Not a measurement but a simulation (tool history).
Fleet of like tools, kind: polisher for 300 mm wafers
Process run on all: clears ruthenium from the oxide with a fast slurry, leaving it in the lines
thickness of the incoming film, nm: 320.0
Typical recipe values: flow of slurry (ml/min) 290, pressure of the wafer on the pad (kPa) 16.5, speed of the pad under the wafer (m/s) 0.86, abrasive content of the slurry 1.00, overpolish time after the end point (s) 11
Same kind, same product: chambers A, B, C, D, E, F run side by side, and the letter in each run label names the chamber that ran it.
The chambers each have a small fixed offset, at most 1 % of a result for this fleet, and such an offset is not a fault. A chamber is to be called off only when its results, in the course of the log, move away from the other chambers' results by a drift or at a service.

run,day,flow of slurry (ml/min),pressure of the wafer on the pad (kPa),speed of the pad under the wafer (m/s),abrasive content of the slurry,overpolish time after the end point (s),time until the end point was called (s),dishing of a wide line in a test structure (Å)
1C,0.338,290,16.5,0.86,1.00,11,95.863,290.62
2A,0.642,290,16.5,0.86,1.00,11,97.600,280.23
3D,0.883,290,16.5,0.86,1.00,11,97.185,289.07
# day 0.904: chamber A: worn pad replaced by a new one
4F,1.308,290,16.5,0.86,1.00,11,98.181,286.37
# day 1.408: chamber B: head pressure recalibrated
5B,1.604,290,20.0,0.86,1.00,11,81.964,340.18
6E,1.979,290,20.0,0.86,1.00,11,80.741,338.36
# day 2.233: chamber C: worn pad replaced by a new one
7F,2.329,290,20.0,0.86,1.00,11,80.086,337.62
8E,2.696,290,20.0,0.86,1.00,11,81.741,348.13
# day 2.896: chamber C: slurry nozzle cleaned
9C,3.054,290,20.0,0.86,1.00,11,81.351,345.72
# day 3.138: chamber A: head pressure recalibrated
# day 3.162: chamber B: worn pad replaced by a new one
# day 3.167: chamber F: worn pad replaced by a new one
10A,3.408,290,20.0,0.86,1.00,11,79.555,344.35
11B,3.754,290,16.5,0.72,1.00,7,115.840,166.51
# day 3.942: chamber A: slurry nozzle cleaned
# day 4.171: chamber E: worn pad replaced by a new one
12D,4.171,290,16.5,0.72,1.00,7,115.140,162.08
# day 4.283: chamber D: slurry blender recalibrated
# day 4.338: chamber B: slurry nozzle cleaned
# day 4.467: chamber F: slurry blender recalibrated
# day 4.496: chamber E: head pressure recalibrated
13A,4.496,290,16.5,0.72,1.00,7,118.220,163.01
14D,4.871,290,16.5,0.72,1.00,7,118.980,161.23
# day 5.021: chamber E: slurry blender recalibrated
# day 5.054: chamber C: worn pad replaced by a new one
15E,5.108,290,16.5,0.72,1.00,7,117.060,161.07
16F,5.338,290,16.5,0.72,1.00,7,115.030,166.60
# day 5.546: chamber D: worn pad replaced by a new one
17C,5.771,290,16.5,0.86,1.00,11,95.859,284.30
18B,6.029,290,16.5,0.86,1.00,11,98.281,288.56
19F,6.258,290,16.5,0.86,1.00,11,93.723,294.56
# day 6.425: chamber B: slurry blender recalibrated
20B,6.458,290,16.5,0.86,1.25,11,87.645,322.89
# day 6.592: chamber D: slurry nozzle cleaned
# day 6.638: chamber F: worn pad replaced by a new one
21D,6.729,290,16.5,0.86,1.25,11,88.348,315.28
# day 6.767: chamber F: slurry nozzle cleaned
# day 6.875: chamber A: slurry blender recalibrated
22E,7.167,290,16.5,0.86,1.25,11,88.505,311.76
23C,7.425,290,16.5,0.86,1.25,11,90.533,319.47
24A,7.833,290,16.5,0.86,1.25,11,88.607,319.88
# day 7.925: chamber B: worn pad replaced by a new one
# day 8.058: chamber A: worn pad replaced by a new one
# day 8.121: chamber C: worn pad replaced by a new one
25F,8.196,290,16.5,0.86,1.25,11,84.845,323.48
26D,8.579,290,16.5,0.86,1.00,11,99.045,296.49
# day 8.921: chamber E: worn pad replaced by a new one
27A,8.925,290,16.5,0.86,1.00,11,99.159,291.31
28E,9.283,290,16.5,0.86,1.00,11,98.721,283.41
29B,9.492,290,16.5,0.86,1.00,11,97.645,287.83
30C,9.754,290,16.5,0.86,1.00,11,96.769,287.58
# day 10.096: chamber F: worn pad replaced by a new one
31D,10.192,290,16.5,0.86,1.00,11,99.671,295.45
32A,10.625,290,16.5,0.86,1.00,11,99.183,288.29
# day 10.825: chamber C: worn pad replaced by a new one
33F,11.021,290,12.4,0.96,1.00,11,107.150,260.76
34C,11.383,290,12.4,0.96,1.00,11,119.830,244.79
# day 11.571: chamber E: slurry blender recalibrated
35B,11.658,290,12.4,0.96,1.00,11,116.550,245.19
36E,11.938,290,12.4,0.96,1.00,11,118.110,248.07
37A,12.275,290,12.4,0.96,1.00,11,116.360,249.03
38E,12.625,290,12.4,0.96,1.00,11,115.950,245.31
# day 12.762: chamber B: worn pad replaced by a new one
39C,12.983,290,16.5,0.86,1.00,11,99.728,292.19
40F,13.292,290,16.5,0.86,1.00,11,88.411,317.93
41B,13.721,290,16.5,0.86,1.00,11,97.249,297.43
# day 13.921: chamber C: worn pad replaced by a new one
42D,14.067,290,16.5,0.86,1.00,11,96.656,294.21
43C,14.375,290,16.5,0.86,1.00,11,97.400,280.42

Is one chamber off against the others, does the gauge drift, or is nothing wrong? If a chamber is off, say which, and what the likeliest cause is.

It is chamber F that slowly wanders off from its peers.
Cause: head's pressure above its setpoint, % = 11.6.

Here are 4 candidates for chamber F's next run, each the usual settings with a change, their results left as question marks. Which one brings its results back in line with what the others give on the usual settings?
In-line tolerance around the mean of the other chambers on the usual settings: time until the end point was called (s) 4.100; dishing of a wide line in a test structure (Å) 13.00
44F-1,14.696,290,15.9,0.80,1.00,11,?,?
44F-2,14.696,285,15.2,0.78,0.95,11,?,?
44F-3,14.696,290,17.2,0.92,1.00,11,?,?
44F-4,14.696,295,17.9,0.96,1.05,11,?,?

Usual-settings mean across the other chambers: time until the end point was called (s) 97.978; dishing of a wide line in a test structure (Å) 289.11
run,time until the end point was called (s),dishing of a wide line in a test structure (Å)
44F-1,97.891,287.08
44F-2,107.660,263.96
44F-3,78.412,347.70
44F-4,70.593,379.80
The answer is 44F-1, which returns the chamber to within the allowed miss of the others.
